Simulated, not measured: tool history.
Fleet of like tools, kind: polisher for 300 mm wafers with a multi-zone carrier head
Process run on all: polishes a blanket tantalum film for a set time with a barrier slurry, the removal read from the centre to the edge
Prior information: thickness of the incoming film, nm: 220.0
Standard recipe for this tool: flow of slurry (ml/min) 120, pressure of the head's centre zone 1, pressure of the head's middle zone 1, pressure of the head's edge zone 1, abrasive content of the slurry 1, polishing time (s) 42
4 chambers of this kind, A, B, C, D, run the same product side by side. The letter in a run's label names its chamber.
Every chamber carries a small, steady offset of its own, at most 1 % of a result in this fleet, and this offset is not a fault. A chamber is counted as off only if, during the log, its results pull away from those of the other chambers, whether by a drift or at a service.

run,day,flow of slurry (ml/min),pressure of the head's centre zone,pressure of the head's middle zone,pressure of the head's edge zone,abrasive content of the slurry,polishing time (s),film removed at the wafer's centre (Å),film removed at mid-radius (Å),film removed at the wafer's edge (Å)
# day 0.388: chamber D: worn pad replaced by a new one
1B,0.417,120,1,1,1,1,42,623.61,610.46,624.43
# day 0.8: chamber C: worn pad replaced by a new one
# day 0.888: chamber B: centre zone pressure recalibrated
2D,0.9,120,1,1,1,1,42,619.77,629.94,628.66
3A,1.217,120,1,1,1,1,42,630.39,628.62,625.2
4C,1.512,120,1,1,1,1,42,631.42,628.33,612.34
# day 1.733: chamber A: slurry nozzle cleaned
5B,1.792,120,1,1,1,1,42,623.45,622.97,616.43
# day 1.925: chamber C: edge zone pressure recalibrated
# day 1.958: chamber B: edge zone pressure recalibrated
6D,2.088,120,1,1,1,1,42,623.12,618.07,617.74
# day 2.342: chamber A: edge zone pressure recalibrated
7C,2.646,120,1,1,1,1,42,617.82,620.08,630.1
# day 2.8: chamber D: slurry nozzle cleaned
8A,2.938,120,1,1,1,1,42,625.48,628.19,616.4
# day 3.071: chamber A: worn pad replaced by a new one
9D,3.233,120,1,1,0.96,0.75,42,571.98,565.97,556.86
10C,3.567,120,1,1,0.96,0.75,42,582.45,570.73,556.9
11A,4.017,120,1,1,0.96,0.75,42,570.92,569.13,557.16
12B,4.292,120,1,1,0.96,0.75,42,567.65,567.5,552.01
13C,4.812,120,1,1,1,1,42,621.54,623.5,626.71
14B,5.112,120,1,1,1,1,42,621.83,620.41,620.73
# day 5.221: chamber B: worn pad replaced by a new one
# day 5.367: chamber D: worn pad replaced by a new one
15A,5.517,120,1,1,1,1,42,644.58,619.65,610.03
16D,5.929,120,1,1,1,1,42,622.6,628.61,624.88
17A,6.279,100,1,0.95,1,1,42,596.51,574.1,599.27
18D,6.758,100,1,0.95,1,1,42,594.93,572.38,608.91
19B,7.15,100,1,0.95,1,1,42,576.13,571.51,605.12
# day 7.188: chamber A: worn pad replaced by a new one
20C,7.454,100,1,0.95,1,1,42,597.73,566.06,602.26
21B,7.967,120,1,1,1,1,42,613.99,631.44,622.03
22D,8.388,120,1,1,1,1,42,623.48,632.3,623.51
# day 8.462: chamber C: worn pad replaced by a new one
23A,8.779,120,1,1,1,1,42,664.98,633.3,624.04
24C,9.225,120,1,1,1,1,42,622.26,630.02,624.42
25C,9.483,120,1,1,1,1,42,624.04,614.3,621.68
26B,9.892,120,1,1,1,1,42,620.98,627.98,618.89

Which is it: a chamber that has drifted or been left off by a service, a gauge drift common to all chambers, or only each chamber's usual small offset? If a chamber is off, name it and its likeliest cause.

It is chamber A that slowly wanders off from its peers.
What lies behind it: centre zone's pressure above its setpoint, % = 5.71.

Here are 4 candidates for chamber A's next run, each the usual settings with a change, their results left as question marks. Which one brings its results back in line with what the others give on the usual settings?
A result is in line if it is within this distance of the other chambers' mean on the usual settings: film removed at the wafer's centre (Å) 22; film removed at mid-radius (Å) 21; film removed at the wafer's edge (Å) 18
27A-1,10.312,125,1.05,0.99,0.98,1,42,?,?,?
27A-2,10.312,110,0.9,1.02,1.04,1,42,?,?,?
27A-3,10.312,115,0.95,1.01,1.02,1,42,?,?,?
27A-4,10.312,130,1.1,0.98,0.96,1,42,?,?,?

The mean the other chambers reach with the usual settings: film removed at the wafer's centre (Å) 623.18; film removed at mid-radius (Å) 623.78; film removed at the wafer's edge (Å) 621.4
run,film removed at the wafer's centre (Å),film removed at mid-radius (Å),film removed at the wafer's edge (Å)
27A-1,707.49,623.96,618.8
27A-2,577.99,622.43,624.88
27A-3,620.88,623.54,623.27
27A-4,751.15,623.4,616.02
The answer is 27A-3, which returns the chamber to within the allowed miss of the others.
